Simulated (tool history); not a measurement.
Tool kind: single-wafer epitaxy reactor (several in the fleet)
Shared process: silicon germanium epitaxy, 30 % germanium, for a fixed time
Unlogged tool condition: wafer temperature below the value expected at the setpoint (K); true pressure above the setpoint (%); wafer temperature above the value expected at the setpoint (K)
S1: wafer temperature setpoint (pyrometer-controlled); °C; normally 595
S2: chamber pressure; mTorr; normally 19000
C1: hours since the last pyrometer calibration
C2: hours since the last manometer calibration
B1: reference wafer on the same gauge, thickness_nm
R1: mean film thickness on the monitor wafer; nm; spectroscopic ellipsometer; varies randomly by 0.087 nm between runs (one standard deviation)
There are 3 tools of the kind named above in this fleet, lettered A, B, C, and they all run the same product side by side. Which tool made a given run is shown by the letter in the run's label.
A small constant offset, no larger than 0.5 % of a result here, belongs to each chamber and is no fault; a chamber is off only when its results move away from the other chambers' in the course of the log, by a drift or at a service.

run   hour   S1     S2      C1      C2      B1      R1
 1A    3.9  595  19000  1206.5  1377.2  44.088  52.551
 2B    7.7  595  19000  1535.6    48.4  44.093  52.885
 3C   12.5  595  19000  1167.0   682.5  44.065  52.722
 4C   16.0  595  19000  1170.5   686.0  44.088  52.484
 5B   23.5  595  19000  1551.4    64.2  44.074  52.738
 6A   26.9  595  19000  1229.5  1400.2  44.025  52.323
 7C   32.5  595  19000  1187.0   702.5  44.040  52.603
 8A   35.9  595  16900  1238.5  1409.2  44.042  50.076
 9B   43.4  595  16900  1571.3    84.1  44.040  50.367
10B   48.4  595  16900  1576.3    89.1  44.010  50.284
11C   52.8  595  19000  1207.3   722.8  44.003  52.499
12A   58.4  595  19000  1261.0  1431.7  43.985  52.138
13B   63.6  595  19000  1591.5   104.3  43.974  52.821
14C   68.0  595  19000  1222.5   738.0  43.983  52.498
15A   75.4  595  19000  1278.0  1448.7  43.961  52.297
16A   81.3  595  19000  1283.9  1454.6  43.942  52.305
17C   88.8  595  19000  1243.3   758.8  43.942  52.443
18B   92.5  595  19000  1620.4   133.2  43.943  52.647
19B   97.6  595  19000  1625.5   138.3  43.911  52.578
20C  104.6  595  19000  1259.1   774.6  43.906  52.419
21A  111.3  595  19000  1313.9  1484.6  43.875  52.215
22A  116.5  595  19000  1319.1  1489.8  43.896  52.130
23C  120.0  582  22100  1274.5   790.0  43.882  43.777
24B  124.1  582  22100  1652.0   164.8  43.886  43.754
25A  129.3  582  22100  1331.9  1502.6  43.887  43.471
26C  136.0  602  14700  1290.5   806.0  43.857  53.570
27B  140.5  602  14700  1668.4   181.2  43.848  54.082
28A  144.7  602  14700  1347.3  1518.0  43.834  53.359
29B  150.7  595  19000  1678.6   191.4  43.841  52.387
30C  157.4  595  19000  1311.9   827.4  43.839  52.208
31C  164.4  595  19000  1318.9   834.4  43.811  52.222

Decide between three cases: one chamber stands off from its peers, the gauge reading all wafers drifts, or nothing is wrong past each chamber's small offset. Where a chamber is off, say which and what most likely put it there.

No chamber is off; the gauge reading every chamber's wafers drifts, which makes the whole fleet appear to move together.
What lies behind it: gauge reads low (%) = 0.685.
